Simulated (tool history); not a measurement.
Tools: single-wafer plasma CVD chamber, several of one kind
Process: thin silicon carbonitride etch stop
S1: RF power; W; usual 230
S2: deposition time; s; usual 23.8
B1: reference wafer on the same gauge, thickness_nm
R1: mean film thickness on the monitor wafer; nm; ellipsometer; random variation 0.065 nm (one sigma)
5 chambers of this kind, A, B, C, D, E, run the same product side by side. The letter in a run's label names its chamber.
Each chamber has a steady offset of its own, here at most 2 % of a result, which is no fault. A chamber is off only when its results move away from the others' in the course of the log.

Run 1C, hour 3.3: usual settings; B1 11.689. Result: R1 13.857 nm.
Run 2B, hour 7.1: usual settings; B1 11.683. Result: R1 14.048 nm.
Run 3A, hour 10.3: usual settings; B1 11.708. Result: R1 14.129 nm.
Run 4D, hour 13.3: usual settings; B1 11.695. Result: R1 14.225 nm.
Run 5E, hour 17.7: usual settings; B1 11.7. Result: R1 14.28 nm.
Run 6C, hour 22.5: usual settings; B1 11.705. Result: R1 13.989 nm.
Run 7D, hour 27.8: usual settings; B1 11.711. Result: R1 14.227 nm.
Run 8E, hour 31.9: usual settings; B1 11.706. Result: R1 14.355 nm.
Run 9A, hour 35.8: usual settings but S1 195 W, S2 22.1 s; B1 11.714. Result: R1 12.341 nm.
Run 10B, hour 38.4: usual settings but S1 195 W, S2 22.1 s; B1 11.708. Result: R1 12.477 nm.
Run 11B, hour 41.3: usual settings but S1 195 W, S2 22.1 s; B1 11.706. Result: R1 12.388 nm.
Run 12C, hour 46.2: usual settings but S1 195 W, S2 22.1 s; B1 11.696. Result: R1 12.321 nm.
Run 13D, hour 50.4: usual settings but S1 195 W, S2 22.1 s; B1 11.706. Result: R1 12.478 nm.
Run 14E, hour 53.4: usual settings; B1 11.689. Result: R1 14.324 nm.
Run 15A, hour 57: usual settings; B1 11.705. Result: R1 14.137 nm.
Run 16A, hour 62.4: usual settings; B1 11.695. Result: R1 14.111 nm.
Run 17D, hour 66.1: usual settings; B1 11.712. Result: R1 14.212 nm.
Run 18C, hour 70.2: usual settings but S2 26.7 s; B1 11.706. Result: R1 15.708 nm.
Run 19E, hour 74.9: usual settings but S2 26.7 s; B1 11.695. Result: R1 16.041 nm.
Run 20B, hour 79.4: usual settings but S2 26.7 s; B1 11.707. Result: R1 15.899 nm.
Run 21C, hour 83.3: usual settings but S2 26.7 s; B1 11.684. Result: R1 15.61 nm.
Run 22A, hour 86: usual settings but S2 26.7 s; B1 11.7. Result: R1 15.759 nm.
Run 23B, hour 90.3: usual settings but S2 25.9 s; B1 11.706. Result: R1 15.326 nm.
At hour 92.1: chamber E: RF generator calibrated.
Run 24E, hour 94.2: usual settings but S2 25.9 s; B1 11.684. Result: R1 15.506 nm.
Run 25D, hour 98.9: usual settings but S2 25.9 s; B1 11.701. Result: R1 15.516 nm.
Run 26C, hour 102.9: usual settings but S2 25.9 s; B1 11.704. Result: R1 15.117 nm.
Run 27B, hour 107.1: usual settings but S2 25.9 s; B1 11.695. Result: R1 15.262 nm.
Run 28E, hour 112: usual settings; B1 11.704. Result: R1 14.301 nm.
Run 29D, hour 117.5: usual settings; B1 11.702. Result: R1 14.108 nm.
Run 30A, hour 122.9: usual settings; B1 11.708. Result: R1 14.051 nm.
Run 31D, hour 125.6: usual settings; B1 11.711. Result: R1 14.181 nm.
Run 32E, hour 128.5: usual settings but S1 200 W, S2 26.1 s; B1 11.686. Result: R1 14.976 nm.
Run 33B, hour 131.4: usual settings but S1 200 W, S2 26.1 s; B1 11.702. Result: R1 14.71 nm.

Is one chamber off against the others, does the gauge drift, or is nothing wrong? If a chamber is off, say which, and what the likeliest cause is.

No chamber stands off beyond its own small offset, and the gauge holds steady.
